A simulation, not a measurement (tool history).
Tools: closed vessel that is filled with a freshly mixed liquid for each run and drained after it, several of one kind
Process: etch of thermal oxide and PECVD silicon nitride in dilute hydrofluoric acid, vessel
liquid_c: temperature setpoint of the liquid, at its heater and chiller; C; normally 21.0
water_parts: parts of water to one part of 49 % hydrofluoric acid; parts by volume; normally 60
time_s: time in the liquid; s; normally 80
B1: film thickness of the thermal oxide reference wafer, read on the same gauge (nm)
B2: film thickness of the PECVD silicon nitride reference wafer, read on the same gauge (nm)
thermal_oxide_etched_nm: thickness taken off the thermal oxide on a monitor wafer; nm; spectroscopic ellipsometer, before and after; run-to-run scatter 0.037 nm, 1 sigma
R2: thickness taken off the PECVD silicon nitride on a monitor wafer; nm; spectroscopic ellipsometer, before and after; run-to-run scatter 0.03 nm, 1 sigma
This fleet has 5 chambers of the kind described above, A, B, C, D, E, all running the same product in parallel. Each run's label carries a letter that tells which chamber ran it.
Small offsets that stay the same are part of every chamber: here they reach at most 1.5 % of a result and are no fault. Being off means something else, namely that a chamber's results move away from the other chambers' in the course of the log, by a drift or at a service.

{"run": "1A", "hour": 7.1, "liquid_c": 21.0, "water_parts": 60, "time_s": 80, "B1": 70.0, "B2": 80.002, "thermal_oxide_etched_nm": 5.5374, "R2": 6.2012}
{"run": "2D", "hour": 11.3, "liquid_c": 21.0, "water_parts": 60, "time_s": 80, "B1": 69.952, "B2": 80.018, "thermal_oxide_etched_nm": 5.544, "R2": 6.1063}
{"run": "3B", "hour": 14.9, "liquid_c": 21.0, "water_parts": 60, "time_s": 80, "B1": 70.042, "B2": 79.997, "thermal_oxide_etched_nm": 5.6415, "R2": 6.1404}
{"run": "4E", "hour": 20.6, "liquid_c": 21.0, "water_parts": 60, "time_s": 80, "B1": 70.017, "B2": 79.998, "thermal_oxide_etched_nm": 5.5184, "R2": 6.0434}
{"run": "5C", "hour": 24.9, "liquid_c": 21.0, "water_parts": 60, "time_s": 80, "B1": 70.023, "B2": 79.995, "thermal_oxide_etched_nm": 5.5736, "R2": 6.156}
{"hour": 30.2, "done": "chamber B: thermometer replaced"}
{"run": "6B", "hour": 31.6, "liquid_c": 19.5, "water_parts": 60, "time_s": 40, "B1": 69.98, "B2": 79.995, "thermal_oxide_etched_nm": 2.6148, "R2": 2.7671}
{"run": "7C", "hour": 37.8, "liquid_c": 19.5, "water_parts": 60, "time_s": 40, "B1": 69.97, "B2": 80.006, "thermal_oxide_etched_nm": 2.5736, "R2": 2.7602}
{"run": "8D", "hour": 42.8, "liquid_c": 19.5, "water_parts": 60, "time_s": 40, "B1": 69.963, "B2": 80.003, "thermal_oxide_etched_nm": 2.6134, "R2": 2.7663}
{"run": "9E", "hour": 47.0, "liquid_c": 19.5, "water_parts": 60, "time_s": 40, "B1": 70.028, "B2": 79.994, "thermal_oxide_etched_nm": 2.6052, "R2": 2.7314}
{"run": "10A", "hour": 51.7, "liquid_c": 19.5, "water_parts": 60, "time_s": 40, "B1": 70.018, "B2": 79.971, "thermal_oxide_etched_nm": 2.6163, "R2": 2.7561}
{"run": "11B", "hour": 55.7, "liquid_c": 21.0, "water_parts": 60, "time_s": 80, "B1": 70.0, "B2": 80.006, "thermal_oxide_etched_nm": 5.6689, "R2": 6.0133}
{"run": "12E", "hour": 61.5, "liquid_c": 21.0, "water_parts": 60, "time_s": 80, "B1": 70.021, "B2": 79.987, "thermal_oxide_etched_nm": 5.5355, "R2": 6.0404}
{"run": "13D", "hour": 68.3, "liquid_c": 21.0, "water_parts": 60, "time_s": 80, "B1": 69.947, "B2": 80.034, "thermal_oxide_etched_nm": 5.4683, "R2": 6.1659}
{"run": "14A", "hour": 74.0, "liquid_c": 21.0, "water_parts": 60, "time_s": 80, "B1": 70.0, "B2": 80.007, "thermal_oxide_etched_nm": 5.5498, "R2": 6.194}
{"run": "15C", "hour": 80.0, "liquid_c": 21.0, "water_parts": 60, "time_s": 80, "B1": 69.98, "B2": 79.995, "thermal_oxide_etched_nm": 5.5127, "R2": 6.1287}
{"run": "16E", "hour": 87.2, "liquid_c": 21.0, "water_parts": 60, "time_s": 80, "B1": 70.032, "B2": 79.996, "thermal_oxide_etched_nm": 5.5643, "R2": 6.0752}
{"run": "17C", "hour": 91.0, "liquid_c": 21.0, "water_parts": 60, "time_s": 80, "B1": 69.98, "B2": 80.023, "thermal_oxide_etched_nm": 5.5282, "R2": 6.1369}
{"run": "18B", "hour": 96.2, "liquid_c": 21.0, "water_parts": 70, "time_s": 80, "B1": 69.973, "B2": 80.03, "thermal_oxide_etched_nm": 4.749, "R2": 5.2611}
{"run": "19D", "hour": 102.4, "liquid_c": 21.0, "water_parts": 70, "time_s": 80, "B1": 69.999, "B2": 79.985, "thermal_oxide_etched_nm": 4.713, "R2": 5.2745}
{"run": "20A", "hour": 106.2, "liquid_c": 21.0, "water_parts": 70, "time_s": 80, "B1": 69.984, "B2": 80.003, "thermal_oxide_etched_nm": 4.65, "R2": 5.2895}
{"run": "21A", "hour": 112.2, "liquid_c": 21.0, "water_parts": 70, "time_s": 80, "B1": 69.987, "B2": 80.011, "thermal_oxide_etched_nm": 4.6843, "R2": 5.2725}
{"run": "22D", "hour": 119.4, "liquid_c": 21.0, "water_parts": 70, "time_s": 80, "B1": 69.994, "B2": 80.005, "thermal_oxide_etched_nm": 4.6934, "R2": 5.2391}
{"run": "23E", "hour": 124.5, "liquid_c": 21.0, "water_parts": 60, "time_s": 80, "B1": 69.998, "B2": 79.98, "thermal_oxide_etched_nm": 5.5026, "R2": 6.0745}
{"run": "24C", "hour": 127.9, "liquid_c": 21.0, "water_parts": 60, "time_s": 80, "B1": 70.004, "B2": 79.991, "thermal_oxide_etched_nm": 5.4869, "R2": 6.1164}
{"run": "25B", "hour": 132.0, "liquid_c": 21.0, "water_parts": 60, "time_s": 80, "B1": 69.974, "B2": 80.014, "thermal_oxide_etched_nm": 5.6297, "R2": 6.0968}
{"run": "26A", "hour": 135.4, "liquid_c": 21.0, "water_parts": 60, "time_s": 80, "B1": 70.042, "B2": 80.011, "thermal_oxide_etched_nm": 5.5773, "R2": 6.1548}
{"run": "27E", "hour": 142.1, "liquid_c": 21.0, "water_parts": 60, "time_s": 80, "B1": 69.993, "B2": 80.003, "thermal_oxide_etched_nm": 5.5501, "R2": 6.0652}
{"run": "28B", "hour": 147.6, "liquid_c": 21.0, "water_parts": 60, "time_s": 80, "B1": 70.035, "B2": 79.989, "thermal_oxide_etched_nm": 5.6777, "R2": 6.1039}
{"run": "29C", "hour": 154.8, "liquid_c": 21.0, "water_parts": 60, "time_s": 80, "B1": 70.041, "B2": 79.996, "thermal_oxide_etched_nm": 5.5214, "R2": 6.119}
{"hour": 160.9, "done": "chamber E: hydrofluoric acid flow meter replaced"}
{"run": "30D", "hour": 162.4, "liquid_c": 21.0, "water_parts": 60, "time_s": 80, "B1": 70.007, "B2": 80.023, "thermal_oxide_etched_nm": 5.5426, "R2": 6.1178}
{"run": "31D", "hour": 166.8, "liquid_c": 21.0, "water_parts": 60, "time_s": 80, "B1": 69.956, "B2": 79.983, "thermal_oxide_etched_nm": 5.4989, "R2": 6.0456}
{"run": "32E", "hour": 173.4, "liquid_c": 21.0, "water_parts": 60, "time_s": 80, "B1": 70.012, "B2": 79.993, "thermal_oxide_etched_nm": 5.5358, "R2": 6.0846}
{"run": "33B", "hour": 180.8, "liquid_c": 24.5, "water_parts": 60, "time_s": 115, "B1": 70.016, "B2": 80.013, "thermal_oxide_etched_nm": 9.1943, "R2": 11.061}
{"run": "34A", "hour": 185.1, "liquid_c": 24.5, "water_parts": 60, "time_s": 115, "B1": 69.995, "B2": 79.999, "thermal_oxide_etched_nm": 9.1874, "R2": 11.236}
{"run": "35C", "hour": 191.8, "liquid_c": 24.5, "water_parts": 60, "time_s": 115, "B1": 70.026, "B2": 80.015, "thermal_oxide_etched_nm": 9.2516, "R2": 11.113}
{"run": "36A", "hour": 199.3, "liquid_c": 24.5, "water_parts": 60, "time_s": 115, "B1": 70.01, "B2": 80.003, "thermal_oxide_etched_nm": 9.2559, "R2": 11.196}
{"run": "37B", "hour": 206.1, "liquid_c": 24.5, "water_parts": 60, "time_s": 115, "B1": 70.001, "B2": 79.982, "thermal_oxide_etched_nm": 9.1969, "R2": 11.114}
{"run": "38D", "hour": 209.4, "liquid_c": 21.0, "water_parts": 60, "time_s": 80, "B1": 70.001, "B2": 80.017, "thermal_oxide_etched_nm": 5.5377, "R2": 6.1304}

Next, all 5 chambers run the settings below, one line each with question marks for the results. What does each chamber give?
{"run": "39A", "hour": 214.8, "liquid_c": 21.0, "water_parts": 40, "time_s": 80, "thermal_oxide_etched_nm": "?", "R2": "?"}
{"run": "39B", "hour": 214.8, "liquid_c": 21.0, "water_parts": 40, "time_s": 80, "thermal_oxide_etched_nm": "?", "R2": "?"}
{"run": "39C", "hour": 214.8, "liquid_c": 21.0, "water_parts": 40, "time_s": 80, "thermal_oxide_etched_nm": "?", "R2": "?"}
{"run": "39D", "hour": 214.8, "liquid_c": 21.0, "water_parts": 40, "time_s": 80, "thermal_oxide_etched_nm": "?", "R2": "?"}
{"run": "39E", "hour": 214.8, "liquid_c": 21.0, "water_parts": 40, "time_s": 80, "thermal_oxide_etched_nm": "?", "R2": "?"}

run=39A thermal_oxide_etched_nm=8.5166 R2=9.1324
run=39B thermal_oxide_etched_nm=8.6909 R2=9.0545
run=39C thermal_oxide_etched_nm=8.4567 R2=9.0336
run=39D thermal_oxide_etched_nm=8.4369 R2=8.9185
run=39E thermal_oxide_etched_nm=8.4440 R2=8.9919
